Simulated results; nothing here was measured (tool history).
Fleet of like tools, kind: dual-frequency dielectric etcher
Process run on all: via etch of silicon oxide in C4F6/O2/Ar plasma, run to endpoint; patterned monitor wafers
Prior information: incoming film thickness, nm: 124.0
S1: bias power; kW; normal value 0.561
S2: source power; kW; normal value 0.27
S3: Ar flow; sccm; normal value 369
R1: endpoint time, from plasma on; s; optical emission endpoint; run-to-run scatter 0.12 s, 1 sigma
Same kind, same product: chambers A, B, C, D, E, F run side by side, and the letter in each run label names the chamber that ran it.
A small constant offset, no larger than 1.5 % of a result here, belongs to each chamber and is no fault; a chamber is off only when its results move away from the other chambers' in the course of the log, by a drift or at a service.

| run | hour | S1 | S2 | S3 | R1 |
|---|---|---|---|---|---|
| 1B | 11.2 | 0.561 | 0.27 | 369 | 31.493 |
| 2D | 22 | 0.561 | 0.27 | 369 | 31.373 |
| 3E | 37 | 0.561 | 0.27 | 369 | 30.903 |
| 4F | 49.2 | 0.561 | 0.27 | 369 | 30.758 |
|  | 54 | chamber E: wet clean of the chamber |
| 5C | 59.4 | 0.561 | 0.27 | 369 | 30.825 |
| 6A | 70.7 | 0.45 | 0.27 | 453 | 34.45 |
| 7B | 79.8 | 0.45 | 0.27 | 453 | 34.712 |
| 8D | 91.9 | 0.45 | 0.27 | 453 | 34.637 |
| 9E | 104.4 | 0.45 | 0.27 | 453 | 34.222 |
| 10C | 112 | 0.45 | 0.27 | 453 | 34.406 |
| 11F | 126.8 | 0.45 | 0.27 | 453 | 34.405 |
| 12A | 133.7 | 0.561 | 0.27 | 369 | 31.16 |
| 13D | 149.1 | 0.561 | 0.27 | 414 | 31.463 |
| 14F | 161.3 | 0.561 | 0.27 | 414 | 31.58 |
| 15A | 175.4 | 0.561 | 0.27 | 414 | 31.47 |
| 16C | 189.9 | 0.561 | 0.27 | 414 | 31.477 |
| 17E | 203.9 | 0.561 | 0.27 | 414 | 31.419 |
| 18B | 214.7 | 0.561 | 0.27 | 414 | 31.57 |
| 19F | 224.8 | 0.561 | 0.27 | 369 | 30.752 |
| 20A | 240.2 | 0.561 | 0.27 | 369 | 31.505 |
| 21E | 249.9 | 0.561 | 0.27 | 369 | 30.94 |
| 22B | 259.9 | 0.431 | 0.27 | 410 | 34.914 |
| 23D | 267.5 | 0.431 | 0.27 | 410 | 34.763 |
| 24C | 280 | 0.431 | 0.27 | 410 | 34.629 |
| 25A | 288 | 0.431 | 0.27 | 410 | 35.368 |
|  | 289.6 | chamber A: Ar flow controller replaced |
| 26D | 298.5 | 0.431 | 0.27 | 410 | 34.928 |
| 27E | 313.2 | 0.431 | 0.27 | 410 | 34.622 |
| 28F | 322.6 | 0.561 | 0.27 | 369 | 30.999 |
| 29C | 330.6 | 0.561 | 0.27 | 369 | 31.097 |
|  | 339.9 | chamber F: wet clean of the chamber |
| 30B | 341.8 | 0.561 | 0.27 | 369 | 31.247 |
|  | 344.5 | chamber C: wet clean of the chamber |
| 31C | 349.9 | 0.561 | 0.27 | 369 | 30.973 |
| 32B | 357.7 | 0.561 | 0.27 | 369 | 31.157 |
| 33A | 367.5 | 0.561 | 0.27 | 369 | 31.836 |
| 34F | 376.4 | 0.561 | 0.27 | 369 | 30.882 |
| 35D | 384.8 | 0.561 | 0.27 | 369 | 31.135 |
| 36E | 391.7 | 0.561 | 0.27 | 369 | 31.131 |

Next, all 6 chambers run the settings below, one line each with question marks for the results. What does each chamber give?
| 37A | 402.9 | 0.561 | 0.27 | 369 | ? |
| 37B | 402.9 | 0.561 | 0.27 | 369 | ? |
| 37C | 402.9 | 0.561 | 0.27 | 369 | ? |
| 37D | 402.9 | 0.561 | 0.27 | 369 | ? |
| 37E | 402.9 | 0.561 | 0.27 | 369 | ? |
| 37F | 402.9 | 0.561 | 0.27 | 369 | ? |

| run | R1 |
|---|---|
| 37A | 32.128 |
| 37B | 31.189 |
| 37C | 30.911 |
| 37D | 31.133 |
| 37E | 30.828 |
| 37F | 30.793 |
